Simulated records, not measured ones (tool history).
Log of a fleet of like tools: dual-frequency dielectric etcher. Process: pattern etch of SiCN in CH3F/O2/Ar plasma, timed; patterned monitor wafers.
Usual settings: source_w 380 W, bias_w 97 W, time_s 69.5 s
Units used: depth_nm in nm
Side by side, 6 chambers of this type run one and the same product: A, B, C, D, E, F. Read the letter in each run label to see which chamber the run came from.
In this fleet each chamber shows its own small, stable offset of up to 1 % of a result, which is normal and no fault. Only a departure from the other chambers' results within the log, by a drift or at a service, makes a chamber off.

run	hour	source_w	bias_w	time_s	hours since the last wet clean	hours since the last source power generator calibration	hours since the last bias power generator calibration	read-back reference wafer on the same gauge, depth_nm	depth_nm
# hour 1.1: chamber B: wet clean of the chamber
1A	10.5	380	97	69.5	103.2	258.8	368.2	29.502	28.666
2D	16.6	380	97	69.5	110.3	543.2	615.1	29.500	28.340
3C	26.5	380	97	69.5	307.3	1932.5	1047.4	29.487	28.702
4B	34.9	380	97	69.5	33.8	1090.7	1537.7	29.480	28.662
5E	43.6	380	97	69.5	405.7	1064.8	717.1	29.486	28.593
6F	55.2	380	97	89.0	190.5	2203.8	1716.6	29.488	36.462
7F	66.9	380	97	89.0	202.2	2215.5	1728.3	29.476	36.541
8C	78.2	380	97	89.0	359.0	1984.2	1099.1	29.476	36.709
# hour 79.3: chamber E: wet clean of the chamber
9A	87.2	380	97	89.0	179.9	335.5	444.9	29.472	36.565
10B	93.0	380	97	89.0	91.9	1148.8	1595.8	29.469	36.711
11D	105.7	380	97	89.0	199.4	632.3	704.2	29.459	36.291
12E	115.3	380	97	69.5	36.0	1136.5	788.8	29.457	28.547
13D	126.5	380	97	69.5	220.2	653.1	725.0	29.459	28.300
14F	132.7	380	97	69.5	268.0	2281.3	1794.1	29.447	28.434
15B	139.3	380	97	69.5	138.2	1195.1	1642.1	29.445	28.598
16E	146.7	380	97	69.5	67.4	1167.9	820.2	29.449	28.556
17A	154.3	470	97	87.0	247.0	402.6	512.0	29.451	38.761
18C	165.5	470	97	87.0	446.3	2071.5	1186.4	29.436	38.853
19F	172.4	470	97	87.0	307.7	2321.0	1833.8	29.432	38.485
20D	179.4	470	97	87.0	273.1	706.0	777.9	29.430	38.350
21E	187.7	470	97	87.0	108.4	1208.9	861.2	29.435	38.601
22A	196.5	470	97	87.0	289.2	444.8	554.2	29.428	38.814
23C	208.0	380	97	69.5	488.8	2114.0	1228.9	29.418	28.674
24B	216.2	380	77	69.5	215.1	1272.0	1719.0	29.408	26.269
25B	221.8	380	77	69.5	220.7	1277.6	1724.6	29.414	26.282
26C	231.6	380	77	69.5	512.4	2137.6	1252.5	29.407	26.294
# hour 233.0: chamber C: wet clean of the chamber
27F	241.9	380	77	69.5	377.2	2390.5	1903.3	29.414	26.087
28A	251.2	380	77	69.5	343.9	499.5	608.9	29.408	26.187
29D	257.5	380	77	69.5	351.2	784.1	856.0	29.406	25.956
30E	268.1	380	97	69.5	188.8	1289.3	941.6	29.403	28.528
31D	274.1	380	89	50.0	367.8	800.7	872.6	29.394	19.715
32A	286.7	380	89	50.0	379.4	535.0	644.4	29.398	19.875
# hour 290.8: chamber F: wet clean of the chamber
33E	295.9	380	89	50.0	216.6	1317.1	969.4	29.386	19.826
34F	301.5	380	89	50.0	10.8	2450.1	1962.9	29.390	19.721
35C	309.9	380	89	50.0	76.9	2215.9	1330.8	29.381	19.916
36B	316.9	380	89	50.0	315.8	1372.7	1819.7	29.379	19.906
37F	323.8	380	97	69.5	33.1	2472.4	1985.2	29.373	28.381
38C	335.6	380	97	69.5	102.6	2241.6	1356.5	29.370	28.567
39A	343.2	380	97	69.5	435.9	591.5	700.9	29.366	28.535

Is one chamber out of step, is the gauge drifting, or do the chambers differ by no more than their own small offsets? For an off chamber, give its letter and the likeliest cause.

None of the chambers is off. What moves is the gauge, dragging all their readings along together.
Most likely cause: gauge reads low (%) = 0.444.

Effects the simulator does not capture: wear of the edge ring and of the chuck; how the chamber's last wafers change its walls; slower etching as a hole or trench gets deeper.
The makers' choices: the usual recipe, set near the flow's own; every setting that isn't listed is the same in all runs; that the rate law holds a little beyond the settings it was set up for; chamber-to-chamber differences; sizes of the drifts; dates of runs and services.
